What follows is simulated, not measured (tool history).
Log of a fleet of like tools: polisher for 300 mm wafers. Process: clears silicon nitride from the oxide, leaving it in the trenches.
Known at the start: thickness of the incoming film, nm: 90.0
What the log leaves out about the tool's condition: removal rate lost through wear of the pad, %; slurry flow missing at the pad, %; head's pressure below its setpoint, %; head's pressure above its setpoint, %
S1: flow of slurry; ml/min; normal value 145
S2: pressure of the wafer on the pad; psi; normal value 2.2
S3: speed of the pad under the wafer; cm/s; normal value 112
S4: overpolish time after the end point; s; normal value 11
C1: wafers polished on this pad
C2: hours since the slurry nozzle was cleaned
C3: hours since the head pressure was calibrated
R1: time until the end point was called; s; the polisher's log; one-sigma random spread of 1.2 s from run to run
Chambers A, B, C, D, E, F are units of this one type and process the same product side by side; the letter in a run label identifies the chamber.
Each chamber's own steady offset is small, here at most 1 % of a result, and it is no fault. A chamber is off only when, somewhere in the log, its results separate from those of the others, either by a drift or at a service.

| run | hour | S1 | S2 | S3 | S4 | C1 | C2 | C3 | R1 |
|---|---|---|---|---|---|---|---|---|---|
| 1E | 9.1 | 145 | 2.2 | 112 | 11 | 447 | 118.4 | 349.2 | 90.855 |
| 2D | 20.1 | 145 | 2.2 | 112 | 11 | 891 | 99.6 | 414.8 | 92.368 |
|  | 23.2 | chamber E: worn pad replaced by a new one |
|  | 24.2 | chamber A: slurry nozzle cleaned |
| 3F | 33.6 | 145 | 2.2 | 112 | 11 | 833 | 263.3 | 1091 | 95.01 |
|  | 36.6 | chamber C: worn pad replaced by a new one |
| 4B | 42.8 | 145 | 2.2 | 112 | 11 | 875 | 685.8 | 158.4 | 92.131 |
|  | 46 | chamber F: worn pad replaced by a new one |
| 5A | 54.7 | 145 | 2.2 | 112 | 11 | 478 | 30.5 | 294.6 | 92.654 |
| 6C | 63.2 | 145 | 2.2 | 112 | 11 | 183 | 67.8 | 239.3 | 92.133 |
|  | 64.3 | chamber B: worn pad replaced by a new one |
| 7C | 76 | 145 | 2.2 | 112 | 11 | 272 | 80.6 | 252.1 | 91.572 |
|  | 90 | chamber E: slurry nozzle cleaned |
| 8E | 90.4 | 145 | 2.2 | 112 | 11 | 463 | 0.4 | 430.5 | 91.311 |
|  | 99.7 | chamber D: worn pad replaced by a new one |
|  | 100.1 | chamber A: worn pad replaced by a new one |
| 9B | 103.5 | 145 | 2.2 | 112 | 11 | 270 | 746.5 | 219.1 | 92.437 |
|  | 106.2 | chamber D: head pressure recalibrated |
| 10D | 116.2 | 145 | 2.2 | 112 | 11 | 113 | 195.7 | 10.1 | 93.533 |
|  | 120.7 | chamber E: worn pad replaced by a new one |
| 11F | 122.8 | 145 | 2.2 | 112 | 11 | 529 | 352.5 | 1180.2 | 93.562 |
| 12A | 134.2 | 145 | 2.2 | 112 | 11 | 235 | 110 | 374.1 | 93.352 |
|  | 142 | chamber E: head pressure recalibrated |
| 13D | 142.6 | 145 | 2.2 | 112 | 11 | 295 | 222.1 | 36.5 | 93.019 |
| 14B | 155.8 | 145 | 2.2 | 112 | 11 | 630 | 798.8 | 271.4 | 94.242 |
| 15E | 166.8 | 175 | 2.2 | 112 | 11 | 318 | 76.8 | 24.9 | 89.567 |
|  | 172.1 | chamber F: worn pad replaced by a new one |
| 16A | 174.9 | 175 | 2.2 | 112 | 11 | 515 | 150.7 | 414.8 | 90.233 |
| 17C | 183.7 | 175 | 2.2 | 112 | 11 | 1013 | 188.3 | 359.8 | 90.853 |
|  | 184.4 | chamber D: slurry nozzle cleaned |
| 18F | 191.1 | 175 | 2.2 | 112 | 11 | 131 | 420.8 | 1248.5 | 90.156 |
|  | 194.5 | chamber E: worn pad replaced by a new one |
| 19B | 200.2 | 175 | 2.2 | 112 | 11 | 936 | 843.2 | 315.8 | 91.921 |
|  | 201.6 | chamber B: slurry nozzle cleaned |
|  | 209.1 | chamber C: slurry nozzle cleaned |
|  | 211.6 | chamber B: worn pad replaced by a new one |
| 20A | 212.9 | 175 | 2.2 | 112 | 11 | 777 | 188.7 | 452.8 | 91.541 |
| 21D | 226.1 | 145 | 1.8 | 112 | 4 | 870 | 41.7 | 120 | 114.02 |
| 22E | 234.4 | 145 | 1.8 | 112 | 4 | 274 | 144.4 | 92.5 | 115.41 |
|  | 239.4 | chamber A: worn pad replaced by a new one |
| 23F | 248.8 | 145 | 1.8 | 112 | 4 | 528 | 478.5 | 1306.2 | 114.59 |
|  | 258 | chamber D: worn pad replaced by a new one |
| 24C | 263.4 | 145 | 1.8 | 112 | 4 | 1562 | 54.4 | 439.5 | 116.18 |
|  | 270.8 | chamber C: worn pad replaced by a new one |
| 25C | 273.3 | 145 | 1.8 | 112 | 4 | 17 | 64.3 | 449.4 | 112.89 |
|  | 286.8 | chamber E: slurry nozzle cleaned |
| 26E | 287.4 | 145 | 1.8 | 112 | 4 | 639 | 0.7 | 145.5 | 112.97 |
|  | 288.4 | chamber E: worn pad replaced by a new one |
| 27A | 295.1 | 145 | 2.2 | 112 | 11 | 383 | 270.9 | 535 | 93.605 |
|  | 295.9 | chamber A: slurry nozzle cleaned |
| 28D | 304.5 | 145 | 2.2 | 112 | 6 | 320 | 120.1 | 198.4 | 93.585 |
| 29F | 311.8 | 145 | 2.2 | 112 | 6 | 962 | 541.5 | 1369.2 | 92.543 |
|  | 312.3 | chamber F: worn pad replaced by a new one |
| 30B | 322.7 | 145 | 2.2 | 112 | 6 | 765 | 121.1 | 438.3 | 95.298 |
| 31B | 331.9 | 145 | 2.2 | 112 | 6 | 829 | 130.3 | 447.5 | 93.822 |
| 32F | 340.3 | 145 | 2.2 | 112 | 6 | 193 | 570 | 1397.7 | 91.93 |
| 33E | 354.1 | 145 | 2.2 | 112 | 6 | 453 | 67.4 | 212.2 | 92.01 |
| 34A | 366.1 | 145 | 2.2 | 112 | 11 | 873 | 70.2 | 606 | 92.878 |
|  | 372.7 | chamber A: worn pad replaced by a new one |
|  | 374.8 | chamber E: worn pad replaced by a new one |
| 35D | 379 | 145 | 1.7 | 112 | 11 | 833 | 194.6 | 272.9 | 120.43 |
| 36C | 393.7 | 145 | 1.7 | 112 | 11 | 846 | 184.7 | 569.8 | 119.26 |
| 37E | 405.5 | 145 | 1.7 | 112 | 11 | 211 | 118.8 | 263.6 | 119.75 |
| 38A | 415.9 | 145 | 1.7 | 112 | 11 | 297 | 120 | 655.8 | 123.93 |
| 39C | 424.8 | 145 | 1.7 | 112 | 11 | 1061 | 215.8 | 600.9 | 119.54 |

The same settings go to every chamber for the next run, one line per chamber below. Forecast the results for each:
| 40A | 435.4 | 145 | 2.2 | 82 | 11 |  |  |  | ? |
| 40B | 435.4 | 145 | 2.2 | 82 | 11 |  |  |  | ? |
| 40C | 435.4 | 145 | 2.2 | 82 | 11 |  |  |  | ? |
| 40D | 435.4 | 145 | 2.2 | 82 | 11 |  |  |  | ? |
| 40E | 435.4 | 145 | 2.2 | 82 | 11 |  |  |  | ? |
| 40F | 435.4 | 145 | 2.2 | 82 | 11 |  |  |  | ? |

| run | R1 |
|---|---|
| 40A | 127.77 |
| 40B | 125.29 |
| 40C | 125.56 |
| 40D | 127.72 |
| 40E | 132.02 |
| 40F | 127.29 |
